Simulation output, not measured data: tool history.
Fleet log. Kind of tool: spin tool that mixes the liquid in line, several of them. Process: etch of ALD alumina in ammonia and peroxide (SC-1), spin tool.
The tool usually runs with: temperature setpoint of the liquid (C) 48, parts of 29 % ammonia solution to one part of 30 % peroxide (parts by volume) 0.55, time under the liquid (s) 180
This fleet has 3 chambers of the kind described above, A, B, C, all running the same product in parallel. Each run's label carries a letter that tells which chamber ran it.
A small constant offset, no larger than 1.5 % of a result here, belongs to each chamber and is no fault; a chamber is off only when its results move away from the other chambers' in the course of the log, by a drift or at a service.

run	hour	temperature setpoint of the liquid (C)	parts of 29 % ammonia solution to one part of 30 % peroxide (parts by volume)	time under the liquid (s)	hours since the thermometer was replaced	hours since the ammonia flow meter was replaced	hours since the heated supply line was repaired	hours since the drum of ammonia solution was connected	read-back film thickness of the ALD alumina reference wafer, read on the same gauge (nm)	thickness taken off the ALD alumina on a monitor wafer (nm)
1C	6.2	48	0.55	180	1286.3	398.1	2188.5	133.8	99.983	9.4251
2A	13.4	48	0.55	180	681.4	42.5	1710.5	406.7	100.02	9.6423
3B	23.2	48	0.55	180	1792.9	1346.5	477.7	234.9	100.02	9.6771
4B	28.2	48	0.55	180	1797.9	1351.5	482.7	239.9	100.01	9.6299
5C	39.1	48	0.55	180	1319.2	431	2221.4	166.7	99.988	9.4896
6A	44.1	55	0.55	140	712.1	73.2	1741.2	437.4	100.01	11.034
7C	51.2	55	0.55	140	1331.3	443.1	2233.5	178.8	99.997	10.901
8B	58.7	55	0.55	140	1828.4	1382	513.2	270.4	99.945	10.907
9A	66.4	48	0.75	180	734.4	95.5	1763.5	459.7	99.957	9.8708
10B	73.7	48	0.75	180	1843.4	1397	528.2	285.4	100.02	9.9559
11C	80.8	48	0.75	180	1360.9	472.7	2263.1	208.4	100.01	9.7626
12A	92.1	48	0.55	180	760.1	121.2	1789.2	485.4	99.957	9.5706
13B	103.1	48	0.55	180	1872.8	1426.4	557.6	314.8	99.984	9.6861
14A	110	48	0.55	180	778	139.1	1807.1	503.3	100.04	9.4927
15C	116.2	48	0.55	180	1396.3	508.1	2298.5	243.8	99.998	9.428
16A	126.5	48	0.55	180	794.5	155.6	1823.6	519.8	99.994	9.4794
17C	133.4	48	0.55	180	1413.5	525.3	2315.7	261	99.987	9.4757
18B	141.1	48	0.55	180	1910.8	1464.4	595.6	352.8	99.999	9.6577
19A	149.2	45	0.35	180	817.2	178.3	1846.3	542.5	100.03	7.5808
20B	157	45	0.35	180	1926.7	1480.3	611.5	368.7	99.988	7.799
21C	162.4	45	0.35	180	1442.5	554.3	2344.7	290	100.03	7.6635
22A	169.1	48	0.55	180	837.1	198.2	1866.2	562.4	100	9.2366
# hour 171.3: chamber A: new drum of ammonia solution connected
23C	179.8	48	0.55	180	1459.9	571.7	2362.1	307.4	99.986	9.4697
24B	188.4	48	0.55	180	1958.1	1511.7	642.9	400.1	99.993	9.5175
25B	195	48	0.55	180	1964.7	1518.3	649.5	406.7	99.991	9.4929
# hour 202.3: chamber B: ammonia flow meter replaced
26A	205	48	0.55	180	873	234.1	1902.1	33.8	99.996	9.1886
27C	212.2	48	0.55	180	1492.3	604.1	2394.5	339.8	100.01	9.3635
28B	221.7	48	0.55	180	1991.4	19.5	676.2	433.4	100	9.5187
29C	228.1	48	0.55	180	1508.2	620	2410.4	355.7	100.01	9.5748
30A	233.2	48	0.85	180	901.2	262.3	1930.3	62	99.983	9.5353
# hour 236.9: chamber B: new drum of ammonia solution connected
31B	244.1	48	0.85	180	2013.8	41.9	698.6	7.3	99.985	9.9521
32A	252	48	0.85	180	920	281.1	1949.1	80.8	99.973	9.3001
33C	262.9	48	0.55	180	1543	654.8	2445.2	390.5	100.02	9.3437
34B	268.2	48	0.55	280	2037.9	66	722.7	31.4	100.06	15.05
35C	275.7	48	0.55	280	1555.8	667.6	2458	403.3	100.02	14.889
36A	284	48	0.55	280	952	313.1	1981.1	112.8	100.05	13.661
37A	289.6	48	0.55	95	957.6	318.7	1986.7	118.4	99.986	4.6894
38C	295.9	48	0.55	95	1576	687.8	2478.2	423.5	100.01	5.0488
39B	305.1	48	0.55	95	2074.8	102.9	759.6	68.3	99.998	5.042
40A	311.7	48	0.4	215	979.7	340.8	2008.8	140.5	100.01	10.233
41C	321.4	48	0.4	215	1601.5	713.3	2503.7	449	100.02	10.903

All 3 chambers run these settings next. Forecast each chamber's results:
42A	329.5	48	0.3	180						?
42B	329.5	48	0.3	180						?
42C	329.5	48	0.3	180						?

run	thickness taken off the ALD alumina on a monitor wafer (nm)
42A	8.2974
42B	9.115
42C	9.0384

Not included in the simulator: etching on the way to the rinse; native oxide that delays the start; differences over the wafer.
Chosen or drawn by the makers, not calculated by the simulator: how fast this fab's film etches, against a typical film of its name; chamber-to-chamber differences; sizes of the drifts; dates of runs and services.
